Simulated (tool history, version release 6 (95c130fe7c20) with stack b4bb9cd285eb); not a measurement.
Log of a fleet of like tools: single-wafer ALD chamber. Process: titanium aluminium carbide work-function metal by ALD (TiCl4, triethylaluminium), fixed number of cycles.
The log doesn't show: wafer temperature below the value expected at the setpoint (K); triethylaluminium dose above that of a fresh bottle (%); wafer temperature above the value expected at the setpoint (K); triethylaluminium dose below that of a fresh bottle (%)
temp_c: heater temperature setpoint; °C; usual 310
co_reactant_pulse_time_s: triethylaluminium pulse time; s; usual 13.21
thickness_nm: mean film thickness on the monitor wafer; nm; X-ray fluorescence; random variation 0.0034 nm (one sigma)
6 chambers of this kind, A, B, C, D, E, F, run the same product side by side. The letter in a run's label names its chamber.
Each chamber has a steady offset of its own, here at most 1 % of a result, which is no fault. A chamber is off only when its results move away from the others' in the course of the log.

run	hour	temp_c	co_reactant_pulse_time_s	hours since the last thermocouple change	hours since the last triethylaluminium bottle change	read-back reference wafer on the same gauge, thickness_nm	thickness_nm
1C	3	310	13.21	2011.7	175.2	2.54	2.1301
2A	7.6	310	13.21	597.2	296.2	2.5418	2.1406
3E	9.9	310	13.21	203.1	913.2	2.5408	2.1447
4B	12.7	310	13.21	1870.8	143.6	2.5427	2.1518
5D	16	310	13.21	2362.2	530	2.5417	2.1448
6F	18.2	310	13.21	1060.8	1156.9	2.5412	2.1408
7C	21.9	310	13.21	2030.6	194.1	2.5414	2.1395
8E	26.2	321	17.82	219.4	929.5	2.5427	2.2596
9A	29.2	321	17.82	618.8	317.8	2.5418	2.2655
10F	32	321	17.82	1074.6	1170.7	2.5431	2.2637
11B	34.5	321	17.82	1892.6	165.4	2.5441	2.2661
12D	38.5	321	17.82	2384.7	552.5	2.5442	2.2613
13A	41.2	321	17.82	630.8	329.8	2.5439	2.2645
14E	44.4	310	13.21	237.6	947.7	2.5457	2.1532
# hour 46: chamber F: triethylaluminium bottle replaced
15B	49	318	10.54	1907.1	179.9	2.5461	2.1877
16D	53.9	318	10.54	2400.1	567.9	2.5457	2.1859
17C	57.8	318	10.54	2066.5	230	2.5458	2.1823
18F	62.5	318	10.54	1105.1	16.6	2.5468	2.1791
19D	67.4	318	10.54	2413.6	581.4	2.548	2.1877
20B	70.9	318	10.54	1929	201.8	2.548	2.1868
21A	74.2	314	11.34	663.8	362.8	2.5477	2.1666
22F	76.8	314	11.34	1119.4	30.9	2.548	2.1707
23C	81.6	314	11.34	2090.3	253.8	2.5496	2.1602
24E	86	314	11.34	279.2	989.3	2.5488	2.159
25C	89.7	314	11.34	2098.4	261.9	2.5498	2.1556
26F	93.9	314	11.34	1136.5	48	2.5495	2.1624
27B	98.3	310	13.21	1956.4	229.2	2.5519	2.1516
28D	103.2	302	15.27	2449.4	617.2	2.5502	2.0922
29A	105.9	302	15.27	695.5	394.5	2.5505	2.0929
30E	108.4	302	15.27	301.6	1011.7	2.5519	2.0924
31C	112.9	302	15.27	2121.6	285.1	2.5519	2.0829
32D	117.8	302	15.27	2464	631.8	2.5522	2.0953
33B	121.4	302	15.27	1979.5	252.3	2.5534	2.0922
34F	126.4	310	13.21	1169	80.5	2.5526	2.1558
35E	131.1	299	17.18	324.3	1034.4	2.5537	2.0716
36A	134	299	17.18	723.6	422.6	2.5539	2.0721
37E	138.1	299	17.18	331.3	1041.4	2.5547	2.0672
38F	143	299	17.18	1185.6	97.1	2.5544	2.0741
39C	145.4	299	17.18	2154.1	317.6	2.555	2.0703
40B	149.6	299	17.18	2007.7	280.5	2.556	2.076
41A	153.9	310	13.21	743.5	442.5	2.557	2.1594
42D	156.1	304	10.05	2502.3	670.1	2.5565	2.0594

What goes on in this fleet: one chamber off, a drifting gauge, or nothing beyond the chambers' own small offsets? Name the chamber and the cause, if any.

The gauge drifts, so all chambers seem to drift together. No chamber is off.
Cause: gauge reads high (%) = 0.66.
